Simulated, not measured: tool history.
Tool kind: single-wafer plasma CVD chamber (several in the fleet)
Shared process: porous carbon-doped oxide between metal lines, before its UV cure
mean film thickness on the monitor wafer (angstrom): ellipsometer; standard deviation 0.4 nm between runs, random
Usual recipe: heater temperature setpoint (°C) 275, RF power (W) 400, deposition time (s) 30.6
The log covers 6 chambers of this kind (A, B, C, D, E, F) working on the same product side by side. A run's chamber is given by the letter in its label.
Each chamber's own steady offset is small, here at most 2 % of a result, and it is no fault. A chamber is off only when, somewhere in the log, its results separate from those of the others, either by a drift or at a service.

run,hour,heater temperature setpoint (°C),RF power (W),deposition time (s),hours since the last thermocouple change,hours since the last RF generator calibration,"read-back reference wafer on the same gauge, thickness_nm",mean film thickness on the monitor wafer (angstrom)
1C,5.5,275,400,30.6,295.9,767.7,140.97,1648.8
2F,14.0,275,400,30.6,1097.0,2155.0,140.96,1610.0
3A,20.8,275,400,30.6,256.3,792.8,140.99,1625.3
4E,29.1,275,400,30.6,737.2,719.7,141.01,1654.5
5D,34.0,275,400,30.6,658.6,1625.2,141.14,1637.6
6B,43.2,275,400,30.6,2359.1,1002.7,141.08,1631.4
7E,48.4,275,400,30.6,756.5,739.0,141.03,1646.9
8B,58.4,275,400,30.6,2374.3,1017.9,140.97,1634.5
9A,66.8,275,400,30.6,302.3,838.8,141.07,1624.5
10C,74.0,275,355,27.6,364.4,836.2,140.96,1356.7
11D,78.3,275,355,27.6,702.9,1669.5,140.94,1341.0
12F,84.8,275,355,27.6,1167.8,2225.8,141.05,1314.9
13B,90.5,275,355,27.6,2406.4,1050.0,141.07,1342.8
14D,95.2,275,355,27.6,719.8,1686.4,140.96,1347.5
# hour 95.6: chamber F: thermocouple changed; heater temperature recalibrated
15C,104.5,275,355,27.6,394.9,866.7,141.01,1354.5
16E,111.6,275,400,30.6,819.7,802.2,141.02,1645.1
# hour 117.1: chamber B: thermocouple changed; heater temperature recalibrated
17A,121.4,275,400,30.6,356.9,893.4,140.96,1621.4
18F,126.4,275,400,30.6,30.8,2267.4,141.03,1609.4
19A,133.8,285,470,30.6,369.3,905.8,141.07,1720.8
20D,139.8,285,470,30.6,764.4,1731.0,141.07,1736.1
21E,144.6,285,470,30.6,852.7,835.2,141.10,1746.9
22B,150.8,285,470,30.6,33.8,1110.3,140.99,1790.7
23C,157.6,285,470,30.6,448.0,919.8,140.96,1759.8
24F,163.1,285,470,30.6,67.5,2304.1,140.98,1705.8
25D,169.2,275,400,30.6,793.8,1760.4,141.06,1631.7
26F,174.8,275,400,30.6,79.2,2315.8,140.98,1605.7
27C,183.6,275,400,30.6,474.0,945.8,141.13,1646.5
28A,192.1,275,400,30.6,427.6,964.1,140.95,1622.0
# hour 198.0: chamber D: RF generator calibrated
29B,199.6,275,400,30.6,82.6,1159.1,141.00,1692.9
30E,204.9,275,400,30.6,913.0,895.5,141.02,1649.0
31F,214.7,275,400,30.6,119.1,2355.7,141.06,1602.6
32D,220.4,261,350,30.6,845.0,22.5,141.09,1619.8
33C,228.5,261,350,30.6,518.9,990.7,141.00,1627.0
34B,233.3,261,350,30.6,116.3,1192.8,141.02,1674.6
35A,240.8,261,350,30.6,476.3,1012.8,141.03,1603.5
36E,248.8,261,350,30.6,956.9,939.4,141.03,1622.5
37F,255.5,261,350,30.6,159.9,2396.5,140.93,1581.8
38D,264.8,275,400,30.6,889.4,66.9,141.05,1635.5
39A,274.2,275,400,28.2,509.7,1046.2,140.98,1501.8

Which is it: a chamber that has drifted or been left off by a service, a gauge drift common to all chambers, or only each chamber's usual small offset? If a chamber is off, name it and its likeliest cause.

A service on chamber B put it out of line with the rest.
Most likely cause: wafer temperature below the value expected at the setpoint (K) = 4.92.

Which of the 4 candidates below, each the usual settings with something changed and its results left as question marks, puts chamber B back in line with what the other chambers give on the usual settings?
Counts as in line when no further than this from what the other chambers average on the usual settings: mean film thickness on the monitor wafer (angstrom) 14.0
40B-1,281.4,275,400,29.5,,,,?
40B-2,281.4,274,410,31.7,,,,?
40B-3,281.4,275,370,30.6,,,,?
40B-4,281.4,270,400,30.6,,,,?

On the usual settings, the other chambers give on average: mean film thickness on the monitor wafer (angstrom) 1631.8
run,mean film thickness on the monitor wafer (angstrom)
40B-1,1634.7
40B-2,1798.6
40B-3,1593.2
40B-4,1751.9
40B-1 is the one that brings the chamber's results back in line with the other chambers.

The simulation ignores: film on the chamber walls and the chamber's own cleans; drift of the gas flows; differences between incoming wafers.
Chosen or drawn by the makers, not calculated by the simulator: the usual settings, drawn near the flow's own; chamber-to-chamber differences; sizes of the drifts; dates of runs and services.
